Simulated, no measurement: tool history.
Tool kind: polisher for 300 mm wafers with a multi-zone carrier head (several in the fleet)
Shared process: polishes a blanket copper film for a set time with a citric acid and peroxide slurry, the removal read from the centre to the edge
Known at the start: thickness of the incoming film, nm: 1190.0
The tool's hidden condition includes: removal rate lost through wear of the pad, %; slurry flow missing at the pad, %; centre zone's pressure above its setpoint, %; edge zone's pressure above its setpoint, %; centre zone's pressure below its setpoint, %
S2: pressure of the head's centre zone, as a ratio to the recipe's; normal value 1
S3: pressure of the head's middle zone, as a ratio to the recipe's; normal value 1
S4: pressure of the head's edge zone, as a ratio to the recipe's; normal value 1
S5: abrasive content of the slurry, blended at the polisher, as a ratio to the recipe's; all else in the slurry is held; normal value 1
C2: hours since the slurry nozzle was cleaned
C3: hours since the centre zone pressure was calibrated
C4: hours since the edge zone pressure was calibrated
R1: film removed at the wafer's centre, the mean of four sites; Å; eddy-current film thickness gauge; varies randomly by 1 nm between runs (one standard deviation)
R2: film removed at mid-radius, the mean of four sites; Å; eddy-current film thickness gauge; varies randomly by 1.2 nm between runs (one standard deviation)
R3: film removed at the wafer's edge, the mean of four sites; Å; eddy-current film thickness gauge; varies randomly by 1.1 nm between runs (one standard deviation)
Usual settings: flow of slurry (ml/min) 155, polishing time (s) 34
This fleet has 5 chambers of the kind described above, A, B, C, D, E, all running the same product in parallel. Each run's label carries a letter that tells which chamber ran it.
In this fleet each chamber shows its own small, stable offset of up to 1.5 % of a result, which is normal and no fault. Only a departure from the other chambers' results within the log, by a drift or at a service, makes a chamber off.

{"run": "1A", "hour": 5.0, "flow of slurry (ml/min)": 155, "S2": 1, "S3": 1, "S4": 1, "S5": 1, "polishing time (s)": 34, "wafers polished on this pad": 464, "C2": 304.5, "C3": 75.7, "C4": 283.8, "R1": 972.8, "R2": 968.34, "R3": 966.22}
{"hour": 5.2, "done": "chamber A: worn pad replaced by a new one"}
{"run": "2C", "hour": 9.4, "flow of slurry (ml/min)": 155, "S2": 1, "S3": 1, "S4": 1, "S5": 1, "polishing time (s)": 34, "wafers polished on this pad": 467, "C2": 214.7, "C3": 525.1, "C4": 510, "R1": 949.97, "R2": 982.42, "R3": 960.25}
{"hour": 10.4, "done": "chamber B: worn pad replaced by a new one"}
{"run": "3D", "hour": 14.2, "flow of slurry (ml/min)": 155, "S2": 1, "S3": 1, "S4": 1, "S5": 1, "polishing time (s)": 34, "wafers polished on this pad": 800, "C2": 174.4, "C3": 300.8, "C4": 718.2, "R1": 971.59, "R2": 966.9, "R3": 957.77}
{"run": "4E", "hour": 19.6, "flow of slurry (ml/min)": 155, "S2": 1, "S3": 1, "S4": 1, "S5": 1, "polishing time (s)": 34, "wafers polished on this pad": 498, "C2": 327.6, "C3": 509.8, "C4": 80.9, "R1": 976.75, "R2": 964.94, "R3": 1002.1}
{"run": "5B", "hour": 22.7, "flow of slurry (ml/min)": 155, "S2": 1, "S3": 1, "S4": 1, "S5": 1, "polishing time (s)": 34, "wafers polished on this pad": 134, "C2": 72.5, "C3": 1056, "C4": 208.7, "R1": 984.62, "R2": 999.76, "R3": 987.86}
{"run": "6C", "hour": 27.2, "flow of slurry (ml/min)": 155, "S2": 1, "S3": 1, "S4": 1, "S5": 1, "polishing time (s)": 34, "wafers polished on this pad": 661, "C2": 232.5, "C3": 542.9, "C4": 527.8, "R1": 951.04, "R2": 966.24, "R3": 979}
{"run": "7B", "hour": 30.0, "flow of slurry (ml/min)": 155, "S2": 1, "S3": 1, "S4": 1, "S5": 1, "polishing time (s)": 34, "wafers polished on this pad": 214, "C2": 79.8, "C3": 1063.3, "C4": 216, "R1": 980.19, "R2": 974.44, "R3": 986.68}
{"hour": 34.2, "done": "chamber C: edge zone pressure recalibrated"}
{"run": "8D", "hour": 35.5, "flow of slurry (ml/min)": 155, "S2": 1, "S3": 1, "S4": 1, "S5": 1, "polishing time (s)": 34, "wafers polished on this pad": 1032, "C2": 195.7, "C3": 322.1, "C4": 739.5, "R1": 986.03, "R2": 957.44, "R3": 972.71}
{"hour": 36.9, "done": "chamber B: centre zone pressure recalibrated"}
{"run": "9A", "hour": 40.1, "flow of slurry (ml/min)": 155, "S2": 1, "S3": 1, "S4": 1, "S5": 1, "polishing time (s)": 34, "wafers polished on this pad": 380, "C2": 339.6, "C3": 110.8, "C4": 318.9, "R1": 963.58, "R2": 975.65, "R3": 987.02}
{"run": "10E", "hour": 42.6, "flow of slurry (ml/min)": 155, "S2": 1, "S3": 1, "S4": 1, "S5": 1, "polishing time (s)": 34, "wafers polished on this pad": 749, "C2": 350.6, "C3": 532.8, "C4": 103.9, "R1": 982.31, "R2": 979.43, "R3": 994.91}
{"run": "11B", "hour": 45.7, "flow of slurry (ml/min)": 155, "S2": 1, "S3": 1, "S4": 1, "S5": 1, "polishing time (s)": 34, "wafers polished on this pad": 385, "C2": 95.5, "C3": 8.8, "C4": 231.7, "R1": 997.61, "R2": 1001.4, "R3": 969.11}
{"run": "12E", "hour": 50.0, "flow of slurry (ml/min)": 155, "S2": 1, "S3": 1, "S4": 1, "S5": 1, "polishing time (s)": 34, "wafers polished on this pad": 830, "C2": 358, "C3": 540.2, "C4": 111.3, "R1": 977.28, "R2": 976.64, "R3": 971.94}
{"hour": 51.6, "done": "chamber E: worn pad replaced by a new one"}
{"hour": 53.0, "done": "chamber A: worn pad replaced by a new one"}
{"run": "13D", "hour": 55.2, "flow of slurry (ml/min)": 155, "S2": 1, "S3": 1, "S4": 1, "S5": 1, "polishing time (s)": 34, "wafers polished on this pad": 1247, "C2": 215.4, "C3": 341.8, "C4": 759.2, "R1": 957.47, "R2": 978.9, "R3": 958.13}
{"run": "14C", "hour": 58.3, "flow of slurry (ml/min)": 155, "S2": 1, "S3": 1, "S4": 1, "S5": 1, "polishing time (s)": 34, "wafers polished on this pad": 1001, "C2": 263.6, "C3": 574, "C4": 24.2, "R1": 971.43, "R2": 967.51, "R3": 980.59}
{"hour": 61.6, "done": "chamber E: centre zone pressure recalibrated"}
{"run": "15A", "hour": 63.0, "flow of slurry (ml/min)": 155, "S2": 1, "S3": 1, "S4": 1, "S5": 1, "polishing time (s)": 34, "wafers polished on this pad": 109, "C2": 362.5, "C3": 133.7, "C4": 341.8, "R1": 960.15, "R2": 984.21, "R3": 961.97}
{"hour": 66.2, "done": "chamber C: worn pad replaced by a new one"}
{"hour": 67.6, "done": "chamber D: worn pad replaced by a new one"}
{"run": "16D", "hour": 67.9, "flow of slurry (ml/min)": 155, "S2": 1, "S3": 1, "S4": 1, "S5": 1, "polishing time (s)": 34, "wafers polished on this pad": 4, "C2": 228.1, "C3": 354.5, "C4": 771.9, "R1": 974.02, "R2": 966.98, "R3": 966.88}
{"run": "17B", "hour": 70.4, "flow of slurry (ml/min)": 155, "S2": 1, "S3": 1, "S4": 1, "S5": 1, "polishing time (s)": 34, "wafers polished on this pad": 654, "C2": 120.2, "C3": 33.5, "C4": 256.4, "R1": 1003.1, "R2": 965.38, "R3": 980.6}
{"run": "18E", "hour": 74.5, "flow of slurry (ml/min)": 155, "S2": 1, "S3": 1, "S4": 1, "S5": 1, "polishing time (s)": 34, "wafers polished on this pad": 250, "C2": 382.5, "C3": 13, "C4": 135.8, "R1": 960.18, "R2": 970.98, "R3": 966.68}
{"run": "19A", "hour": 78.1, "flow of slurry (ml/min)": 155, "S2": 1, "S3": 1, "S4": 1, "S5": 1, "polishing time (s)": 34, "wafers polished on this pad": 273, "C2": 377.6, "C3": 148.8, "C4": 356.9, "R1": 955.72, "R2": 999.94, "R3": 973.21}
{"run": "20C", "hour": 81.5, "flow of slurry (ml/min)": 155, "S2": 1, "S3": 1, "S4": 1, "S5": 1, "polishing time (s)": 34, "wafers polished on this pad": 167, "C2": 286.8, "C3": 597.2, "C4": 47.4, "R1": 980.35, "R2": 976.64, "R3": 966.82}
{"run": "21C", "hour": 86.2, "flow of slurry (ml/min)": 155, "S2": 1, "S3": 1, "S4": 1, "S5": 1, "polishing time (s)": 34, "wafers polished on this pad": 219, "C2": 291.5, "C3": 601.9, "C4": 52.1, "R1": 963.51, "R2": 982.21, "R3": 968.88}
{"hour": 88.9, "done": "chamber C: slurry nozzle cleaned"}
{"run": "22D", "hour": 89.2, "flow of slurry (ml/min)": 155, "S2": 1, "S3": 1, "S4": 1.1, "S5": 1, "polishing time (s)": 34, "wafers polished on this pad": 236, "C2": 249.4, "C3": 375.8, "C4": 793.2, "R1": 982.59, "R2": 965.66, "R3": 1019.8}
{"run": "23B", "hour": 92.6, "flow of slurry (ml/min)": 155, "S2": 1, "S3": 1, "S4": 1.1, "S5": 1, "polishing time (s)": 34, "wafers polished on this pad": 896, "C2": 142.4, "C3": 55.7, "C4": 278.6, "R1": 984.03, "R2": 999.18, "R3": 1020.8}
{"run": "24E", "hour": 95.6, "flow of slurry (ml/min)": 155, "S2": 1, "S3": 1, "S4": 1.1, "S5": 1, "polishing time (s)": 34, "wafers polished on this pad": 480, "C2": 403.6, "C3": 34.1, "C4": 156.9, "R1": 950.98, "R2": 958.73, "R3": 1030}
{"hour": 99.2, "done": "chamber A: worn pad replaced by a new one"}
{"run": "25A", "hour": 100.1, "flow of slurry (ml/min)": 155, "S2": 1, "S3": 1, "S4": 1.1, "S5": 1, "polishing time (s)": 34, "wafers polished on this pad": 9, "C2": 399.6, "C3": 170.8, "C4": 378.9, "R1": 961.74, "R2": 964.85, "R3": 1012.6}
{"run": "26C", "hour": 104.3, "flow of slurry (ml/min)": 155, "S2": 1, "S3": 1, "S4": 1.1, "S5": 1, "polishing time (s)": 34, "wafers polished on this pad": 416, "C2": 15.5, "C3": 620, "C4": 70.2, "R1": 972.01, "R2": 990.45, "R3": 1057.3}
{"run": "27B", "hour": 107.8, "flow of slurry (ml/min)": 155, "S2": 1, "S3": 1, "S4": 1, "S5": 1, "polishing time (s)": 34, "wafers polished on this pad": 1062, "C2": 157.6, "C3": 70.9, "C4": 293.8, "R1": 983.94, "R2": 980.54, "R3": 987.99}
{"run": "28A", "hour": 111.1, "flow of slurry (ml/min)": 155, "S2": 1, "S3": 1, "S4": 1, "S5": 1, "polishing time (s)": 34, "wafers polished on this pad": 129, "C2": 410.6, "C3": 181.8, "C4": 389.9, "R1": 963.27, "R2": 1006.2, "R3": 966.98}
{"hour": 115.0, "done": "chamber B: worn pad replaced by a new one"}
{"run": "29E", "hour": 116.2, "flow of slurry (ml/min)": 180, "S2": 1, "S3": 1, "S4": 1, "S5": 1, "polishing time (s)": 34, "wafers polished on this pad": 705, "C2": 424.2, "C3": 54.7, "C4": 177.5, "R1": 966.64, "R2": 987.68, "R3": 993.2}
{"run": "30D", "hour": 120.6, "flow of slurry (ml/min)": 180, "S2": 1, "S3": 1, "S4": 1, "S5": 1, "polishing time (s)": 34, "wafers polished on this pad": 578, "C2": 280.8, "C3": 407.2, "C4": 824.6, "R1": 1007.1, "R2": 1005.7, "R3": 974.84}
{"run": "31C", "hour": 126.2, "flow of slurry (ml/min)": 180, "S2": 1, "S3": 1, "S4": 1, "S5": 1, "polishing time (s)": 34, "wafers polished on this pad": 655, "C2": 37.4, "C3": 641.9, "C4": 92.1, "R1": 992.43, "R2": 1006.2, "R3": 993.6}
{"run": "32E", "hour": 129.0, "flow of slurry (ml/min)": 180, "S2": 1, "S3": 1, "S4": 1, "S5": 1, "polishing time (s)": 34, "wafers polished on this pad": 844, "C2": 437, "C3": 67.5, "C4": 190.3, "R1": 956.71, "R2": 967.21, "R3": 973.16}
{"hour": 129.8, "done": "chamber E: worn pad replaced by a new one"}
{"run": "33D", "hour": 132.2, "flow of slurry (ml/min)": 180, "S2": 1, "S3": 1, "S4": 1, "S5": 1, "polishing time (s)": 34, "wafers polished on this pad": 705, "C2": 292.4, "C3": 418.8, "C4": 836.2, "R1": 1007.6, "R2": 999.24, "R3": 992.4}
{"run": "34B", "hour": 137.8, "flow of slurry (ml/min)": 155, "S2": 1, "S3": 1, "S4": 1, "S5": 1, "polishing time (s)": 34, "wafers polished on this pad": 249, "C2": 187.6, "C3": 100.9, "C4": 323.8, "R1": 974.97, "R2": 983.22, "R3": 970.41}
{"run": "35A", "hour": 140.9, "flow of slurry (ml/min)": 155, "S2": 1, "S3": 1, "S4": 1, "S5": 1, "polishing time (s)": 34, "wafers polished on this pad": 454, "C2": 440.4, "C3": 211.6, "C4": 419.7, "R1": 963.67, "R2": 988.03, "R3": 954.67}
{"hour": 143.7, "done": "chamber A: worn pad replaced by a new one"}
{"hour": 145.1, "done": "chamber A: edge zone pressure recalibrated"}
{"run": "36A", "hour": 146.5, "flow of slurry (ml/min)": 155, "S2": 1, "S3": 1, "S4": 1, "S5": 1, "polishing time (s)": 34, "wafers polished on this pad": 31, "C2": 446, "C3": 217.2, "C4": 1.5, "R1": 965.51, "R2": 989.94, "R3": 972.03}
{"run": "37E", "hour": 149.0, "flow of slurry (ml/min)": 155, "S2": 1, "S3": 1, "S4": 1, "S5": 1, "polishing time (s)": 34, "wafers polished on this pad": 210, "C2": 457, "C3": 87.5, "C4": 210.3, "R1": 889.7, "R2": 892.92, "R3": 937.46}
{"run": "38B", "hour": 152.7, "flow of slurry (ml/min)": 155, "S2": 1, "S3": 1, "S4": 1, "S5": 1, "polishing time (s)": 34, "wafers polished on this pad": 411, "C2": 202.5, "C3": 115.8, "C4": 338.7, "R1": 987.4, "R2": 973.83, "R3": 964.72}
{"run": "39C", "hour": 155.7, "flow of slurry (ml/min)": 190, "S2": 1, "S3": 1, "S4": 1, "S5": 1, "polishing time (s)": 39, "wafers polished on this pad": 976, "C2": 66.9, "C3": 671.4, "C4": 121.6, "R1": 1170.1, "R2": 1124, "R3": 1157.1}
{"run": "40D", "hour": 159.4, "flow of slurry (ml/min)": 190, "S2": 1, "S3": 1, "S4": 1, "S5": 1, "polishing time (s)": 39, "wafers polished on this pad": 1001, "C2": 319.6, "C3": 446, "C4": 863.4, "R1": 1185.8, "R2": 1197, "R3": 1140.4}

Which is it: a chamber that has drifted or been left off by a service, a gauge drift common to all chambers, or only each chamber's usual small offset? If a chamber is off, name it and its likeliest cause.

Chamber E drifts away from the others.
Cause: slurry flow missing at the pad, % = 33.

Below are 4 candidate recipes for chamber E's next run, each the usual settings with a change, their results shown as question marks. Which of them brings E's results back in line with what the other chambers give on the usual settings?
In line here means within this much of the mean the other chambers give on the usual settings: R1 35 Å; R2 42 Å; R3 37 Å
{"run": "41E-1", "hour": 163.5, "flow of slurry (ml/min)": 165, "S2": 1.03, "S3": 1.02, "S4": 0.98, "S5": 1, "polishing time (s)": 36, "R1": "?", "R2": "?", "R3": "?"}
{"run": "41E-2", "hour": 163.5, "flow of slurry (ml/min)": 175, "S2": 1.06, "S3": 1.04, "S4": 0.96, "S5": 1, "polishing time (s)": 38, "R1": "?", "R2": "?", "R3": "?"}
{"run": "41E-3", "hour": 163.5, "flow of slurry (ml/min)": 140, "S2": 0.94, "S3": 0.96, "S4": 1.04, "S5": 1, "polishing time (s)": 31, "R1": "?", "R2": "?", "R3": "?"}
{"run": "41E-4", "hour": 163.5, "flow of slurry (ml/min)": 145, "S2": 0.97, "S3": 0.98, "S4": 1.02, "S5": 1, "polishing time (s)": 32, "R1": "?", "R2": "?", "R3": "?"}

On the usual settings, the other chambers give on average: R1 973.2 Å; R2 976.07 Å; R3 971.89 Å
run=41E-1 R1=978.9 R2=978.86 R3=981
run=41E-2 R1=1084 R2=1066.8 R3=1034.7
run=41E-3 R1=724.1 R2=763.14 R3=845.84
run=41E-4 R1=782.87 R2=810.66 R3=869.94
41E-1 brings the chamber back in line.
